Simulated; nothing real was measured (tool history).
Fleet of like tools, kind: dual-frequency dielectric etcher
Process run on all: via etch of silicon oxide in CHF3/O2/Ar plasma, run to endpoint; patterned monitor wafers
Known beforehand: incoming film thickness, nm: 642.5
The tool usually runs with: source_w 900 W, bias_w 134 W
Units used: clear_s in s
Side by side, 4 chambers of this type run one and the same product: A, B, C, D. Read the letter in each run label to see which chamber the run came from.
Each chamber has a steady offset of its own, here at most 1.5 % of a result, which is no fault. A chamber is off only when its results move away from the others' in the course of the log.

{"run": "1D", "hour": 5.3, "source_w": 900, "bias_w": 134, "clear_s": 300.08}
{"run": "2B", "hour": 11.3, "source_w": 900, "bias_w": 134, "clear_s": 300.92}
{"run": "3A", "hour": 15.6, "source_w": 900, "bias_w": 134, "clear_s": 299.53}
{"run": "4C", "hour": 21.8, "source_w": 900, "bias_w": 134, "clear_s": 308.62}
{"run": "5B", "hour": 26.4, "source_w": 900, "bias_w": 134, "clear_s": 300.75}
{"run": "6D", "hour": 29.8, "source_w": 900, "bias_w": 134, "clear_s": 303.11}
{"run": "7C", "hour": 33.5, "source_w": 900, "bias_w": 134, "clear_s": 310.41}
{"run": "8A", "hour": 40.0, "source_w": 900, "bias_w": 134, "clear_s": 296.81}
{"run": "9D", "hour": 46.8, "source_w": 900, "bias_w": 134, "clear_s": 294.79}
{"run": "10C", "hour": 53.6, "source_w": 1090, "bias_w": 155, "clear_s": 275.13}
{"run": "11B", "hour": 60.0, "source_w": 1090, "bias_w": 155, "clear_s": 268.55}
{"hour": 61.9, "done": "chamber C: wet clean of the chamber"}
{"run": "12A", "hour": 64.3, "source_w": 1090, "bias_w": 155, "clear_s": 268.8}
{"run": "13B", "hour": 70.1, "source_w": 1090, "bias_w": 155, "clear_s": 273.78}
{"run": "14A", "hour": 74.8, "source_w": 900, "bias_w": 134, "clear_s": 305.16}
{"run": "15D", "hour": 79.2, "source_w": 900, "bias_w": 134, "clear_s": 299.75}
{"run": "16C", "hour": 85.3, "source_w": 900, "bias_w": 134, "clear_s": 304.95}
{"run": "17B", "hour": 91.4, "source_w": 1040, "bias_w": 105, "clear_s": 315.91}
{"run": "18A", "hour": 96.2, "source_w": 1040, "bias_w": 105, "clear_s": 305.38}
{"run": "19C", "hour": 100.8, "source_w": 1040, "bias_w": 105, "clear_s": 311.72}
{"run": "20D", "hour": 105.5, "source_w": 1040, "bias_w": 105, "clear_s": 307.63}
{"run": "21C", "hour": 109.9, "source_w": 900, "bias_w": 134, "clear_s": 304.09}
{"run": "22A", "hour": 113.6, "source_w": 900, "bias_w": 134, "clear_s": 300.23}
{"run": "23D", "hour": 116.9, "source_w": 900, "bias_w": 134, "clear_s": 298.35}
{"run": "24B", "hour": 120.7, "source_w": 900, "bias_w": 134, "clear_s": 314.99}
{"run": "25B", "hour": 126.0, "source_w": 900, "bias_w": 134, "clear_s": 311.89}
{"run": "26C", "hour": 131.9, "source_w": 900, "bias_w": 134, "clear_s": 304.66}
{"run": "27D", "hour": 136.8, "source_w": 900, "bias_w": 134, "clear_s": 305.71}
{"run": "28A", "hour": 143.4, "source_w": 700, "bias_w": 134, "clear_s": 334.79}
{"hour": 147.1, "done": "chamber A: bias power generator calibrated"}
{"run": "29B", "hour": 148.9, "source_w": 700, "bias_w": 134, "clear_s": 345.09}
{"run": "30D", "hour": 152.0, "source_w": 700, "bias_w": 134, "clear_s": 333.24}
{"run": "31A", "hour": 158.4, "source_w": 700, "bias_w": 134, "clear_s": 333.51}
{"run": "32C", "hour": 161.9, "source_w": 900, "bias_w": 134, "clear_s": 305.16}
{"run": "33A", "hour": 165.8, "source_w": 900, "bias_w": 134, "clear_s": 302.61}

All 4 chambers run these settings next. Forecast each chamber's results:
{"run": "34A", "hour": 170.7, "source_w": 900, "bias_w": 134, "clear_s": "?"}
{"run": "34B", "hour": 170.7, "source_w": 900, "bias_w": 134, "clear_s": "?"}
{"run": "34C", "hour": 170.7, "source_w": 900, "bias_w": 134, "clear_s": "?"}
{"run": "34D", "hour": 170.7, "source_w": 900, "bias_w": 134, "clear_s": "?"}

run=34A clear_s=300.42
run=34B clear_s=313.65
run=34C clear_s=307.87
run=34D clear_s=304.79
